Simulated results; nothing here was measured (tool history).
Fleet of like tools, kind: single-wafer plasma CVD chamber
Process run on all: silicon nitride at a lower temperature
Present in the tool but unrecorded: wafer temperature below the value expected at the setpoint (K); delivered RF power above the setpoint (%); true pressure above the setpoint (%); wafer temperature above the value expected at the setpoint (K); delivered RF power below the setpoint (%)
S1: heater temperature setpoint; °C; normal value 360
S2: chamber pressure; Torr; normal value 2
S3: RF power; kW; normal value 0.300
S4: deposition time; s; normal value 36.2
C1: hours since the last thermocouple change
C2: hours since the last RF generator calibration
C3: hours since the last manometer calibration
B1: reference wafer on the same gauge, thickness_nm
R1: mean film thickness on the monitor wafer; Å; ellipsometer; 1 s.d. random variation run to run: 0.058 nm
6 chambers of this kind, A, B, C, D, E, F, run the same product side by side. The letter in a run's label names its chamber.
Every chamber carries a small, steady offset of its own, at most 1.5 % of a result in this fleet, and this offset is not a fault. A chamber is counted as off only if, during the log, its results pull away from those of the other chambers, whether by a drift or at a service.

{"run": "1E", "hour": 4.1, "S1": 360, "S2": 2, "S3": 0.3, "S4": 36.2, "C1": 407.4, "C2": 1582.9, "C3": 629.8, "B1": 41.316, "R1": 448.15}
{"run": "2D", "hour": 9.5, "S1": 360, "S2": 2, "S3": 0.3, "S4": 36.2, "C1": 422.2, "C2": 690.8, "C3": 2815.8, "B1": 41.307, "R1": 449.7}
{"run": "3F", "hour": 13.7, "S1": 360, "S2": 2, "S3": 0.3, "S4": 36.2, "C1": 924.4, "C2": 1889.1, "C3": 1340.1, "B1": 41.324, "R1": 444.17}
{"run": "4A", "hour": 19.0, "S1": 360, "S2": 2, "S3": 0.3, "S4": 36.2, "C1": 950.7, "C2": 559.4, "C3": 302.2, "B1": 41.316, "R1": 448.19}
{"run": "5C", "hour": 22.8, "S1": 354, "S2": 2, "S3": 0.3, "S4": 41.4, "C1": 320.0, "C2": 938.1, "C3": 797.0, "B1": 41.324, "R1": 518.49}
{"run": "6B", "hour": 27.8, "S1": 354, "S2": 2, "S3": 0.3, "S4": 41.4, "C1": 1175.8, "C2": 1034.2, "C3": 781.9, "B1": 41.337, "R1": 513.24}
{"run": "7A", "hour": 32.1, "S1": 354, "S2": 2, "S3": 0.3, "S4": 41.4, "C1": 963.8, "C2": 572.5, "C3": 315.3, "B1": 41.336, "R1": 511.6}
{"run": "8E", "hour": 37.5, "S1": 354, "S2": 2, "S3": 0.3, "S4": 41.4, "C1": 440.8, "C2": 1616.3, "C3": 663.2, "B1": 41.343, "R1": 513.71}
{"run": "9B", "hour": 40.4, "S1": 354, "S2": 2, "S3": 0.3, "S4": 41.4, "C1": 1188.4, "C2": 1046.8, "C3": 794.5, "B1": 41.35, "R1": 512.51}
{"run": "10C", "hour": 44.9, "S1": 354, "S2": 2, "S3": 0.3, "S4": 41.4, "C1": 342.1, "C2": 960.2, "C3": 819.1, "B1": 41.351, "R1": 519.23}
{"run": "11F", "hour": 49.9, "S1": 360, "S2": 2, "S3": 0.3, "S4": 36.2, "C1": 960.6, "C2": 1925.3, "C3": 1376.3, "B1": 41.363, "R1": 443.78}
{"run": "12D", "hour": 52.8, "S1": 360, "S2": 2, "S3": 0.3, "S4": 36.2, "C1": 465.5, "C2": 734.1, "C3": 2859.1, "B1": 41.375, "R1": 450.56}
{"run": "13E", "hour": 58.1, "S1": 360, "S2": 2, "S3": 0.3, "S4": 36.2, "C1": 461.4, "C2": 1636.9, "C3": 683.8, "B1": 41.38, "R1": 448.22}
{"run": "14B", "hour": 63.5, "S1": 360, "S2": 2, "S3": 0.3, "S4": 36.2, "C1": 1211.5, "C2": 1069.9, "C3": 817.6, "B1": 41.389, "R1": 448.04}
{"run": "15C", "hour": 66.1, "S1": 360, "S2": 2, "S3": 0.3, "S4": 36.2, "C1": 363.3, "C2": 981.4, "C3": 840.3, "B1": 41.383, "R1": 453.49}
{"run": "16A", "hour": 69.6, "S1": 360, "S2": 2, "S3": 0.3, "S4": 36.2, "C1": 1001.3, "C2": 610.0, "C3": 352.8, "B1": 41.393, "R1": 447.81}
{"run": "17F", "hour": 74.9, "S1": 360, "S2": 2, "S3": 0.3, "S4": 36.2, "C1": 985.6, "C2": 1950.3, "C3": 1401.3, "B1": 41.396, "R1": 445.61}
{"run": "18D", "hour": 80.0, "S1": 360, "S2": 2, "S3": 0.3, "S4": 36.2, "C1": 492.7, "C2": 761.3, "C3": 2886.3, "B1": 41.405, "R1": 449.79}
{"hour": 84.3, "done": "chamber D: capacitance manometer re-zeroed and calibrated"}
{"run": "19D", "hour": 84.5, "S1": 360, "S2": 2, "S3": 0.3, "S4": 36.2, "C1": 497.2, "C2": 765.8, "C3": 0.3, "B1": 41.405, "R1": 450.6}
{"run": "20A", "hour": 87.4, "S1": 360, "S2": 2, "S3": 0.3, "S4": 36.2, "C1": 1019.1, "C2": 627.8, "C3": 370.6, "B1": 41.434, "R1": 448.28}
{"run": "21C", "hour": 90.4, "S1": 360, "S2": 2, "S3": 0.3, "S4": 36.2, "C1": 387.6, "C2": 1005.7, "C3": 864.6, "B1": 41.416, "R1": 454.08}
{"run": "22F", "hour": 95.1, "S1": 360, "S2": 2, "S3": 0.3, "S4": 36.2, "C1": 1005.8, "C2": 1970.5, "C3": 1421.5, "B1": 41.434, "R1": 445.3}
{"run": "23E", "hour": 98.6, "S1": 365, "S2": 2, "S3": 0.3, "S4": 36.2, "C1": 501.9, "C2": 1677.4, "C3": 724.3, "B1": 41.431, "R1": 448.16}
{"run": "24B", "hour": 101.8, "S1": 365, "S2": 2, "S3": 0.3, "S4": 36.2, "C1": 1249.8, "C2": 1108.2, "C3": 855.9, "B1": 41.446, "R1": 447.67}
{"run": "25C", "hour": 107.2, "S1": 365, "S2": 2, "S3": 0.3, "S4": 36.2, "C1": 404.4, "C2": 1022.5, "C3": 881.4, "B1": 41.437, "R1": 453.83}
{"run": "26A", "hour": 111.9, "S1": 365, "S2": 2, "S3": 0.3, "S4": 36.2, "C1": 1043.6, "C2": 652.3, "C3": 395.1, "B1": 41.448, "R1": 447.34}
{"run": "27B", "hour": 117.1, "S1": 365, "S2": 2, "S3": 0.3, "S4": 36.2, "C1": 1265.1, "C2": 1123.5, "C3": 871.2, "B1": 41.448, "R1": 447.42}
{"run": "28D", "hour": 121.2, "S1": 365, "S2": 2, "S3": 0.3, "S4": 36.2, "C1": 533.9, "C2": 802.5, "C3": 37.0, "B1": 41.463, "R1": 451.7}
{"run": "29E", "hour": 124.0, "S1": 360, "S2": 2, "S3": 0.3, "S4": 36.2, "C1": 527.3, "C2": 1702.8, "C3": 749.7, "B1": 41.469, "R1": 449.76}
{"run": "30F", "hour": 128.1, "S1": 360, "S2": 2, "S3": 0.3, "S4": 36.2, "C1": 1038.8, "C2": 2003.5, "C3": 1454.5, "B1": 41.467, "R1": 445.16}
{"run": "31D", "hour": 133.1, "S1": 360, "S2": 2, "S3": 0.3, "S4": 36.2, "C1": 545.8, "C2": 814.4, "C3": 48.9, "B1": 41.474, "R1": 452.05}
{"run": "32A", "hour": 137.0, "S1": 360, "S2": 2, "S3": 0.3, "S4": 36.2, "C1": 1068.7, "C2": 677.4, "C3": 420.2, "B1": 41.477, "R1": 448.26}
{"run": "33E", "hour": 141.6, "S1": 360, "S2": 2, "S3": 0.3, "S4": 36.2, "C1": 544.9, "C2": 1720.4, "C3": 767.3, "B1": 41.474, "R1": 450.64}
{"run": "34C", "hour": 146.7, "S1": 360, "S2": 2, "S3": 0.3, "S4": 36.2, "C1": 443.9, "C2": 1062.0, "C3": 920.9, "B1": 41.496, "R1": 455.07}
{"run": "35F", "hour": 150.9, "S1": 360, "S2": 2, "S3": 0.3, "S4": 36.2, "C1": 1061.6, "C2": 2026.3, "C3": 1477.3, "B1": 41.499, "R1": 446.15}
{"run": "36B", "hour": 154.4, "S1": 360, "S2": 2, "S3": 0.3, "S4": 36.2, "C1": 1302.4, "C2": 1160.8, "C3": 908.5, "B1": 41.516, "R1": 448.32}
{"run": "37D", "hour": 158.6, "S1": 360, "S2": 2, "S3": 0.3, "S4": 36.2, "C1": 571.3, "C2": 839.9, "C3": 74.4, "B1": 41.51, "R1": 452.15}
{"run": "38F", "hour": 163.1, "S1": 360, "S2": 2, "S3": 0.255, "S4": 36.2, "C1": 1073.8, "C2": 2038.5, "C3": 1489.5, "B1": 41.514, "R1": 399.17}

Each of the 6 chambers runs these same settings next. Fill in every chamber's results:
{"run": "39A", "hour": 167.0, "S1": 360, "S2": 2, "S3": 0.275, "S4": 36.2, "R1": "?"}
{"run": "39B", "hour": 167.0, "S1": 360, "S2": 2, "S3": 0.275, "S4": 36.2, "R1": "?"}
{"run": "39C", "hour": 167.0, "S1": 360, "S2": 2, "S3": 0.275, "S4": 36.2, "R1": "?"}
{"run": "39D", "hour": 167.0, "S1": 360, "S2": 2, "S3": 0.275, "S4": 36.2, "R1": "?"}
{"run": "39E", "hour": 167.0, "S1": 360, "S2": 2, "S3": 0.275, "S4": 36.2, "R1": "?"}
{"run": "39F", "hour": 167.0, "S1": 360, "S2": 2, "S3": 0.275, "S4": 36.2, "R1": "?"}

run=39A R1=422.03
run=39B R1=423.94
run=39C R1=428.23
run=39D R1=426.41
run=39E R1=424.58
run=39F R1=420.37
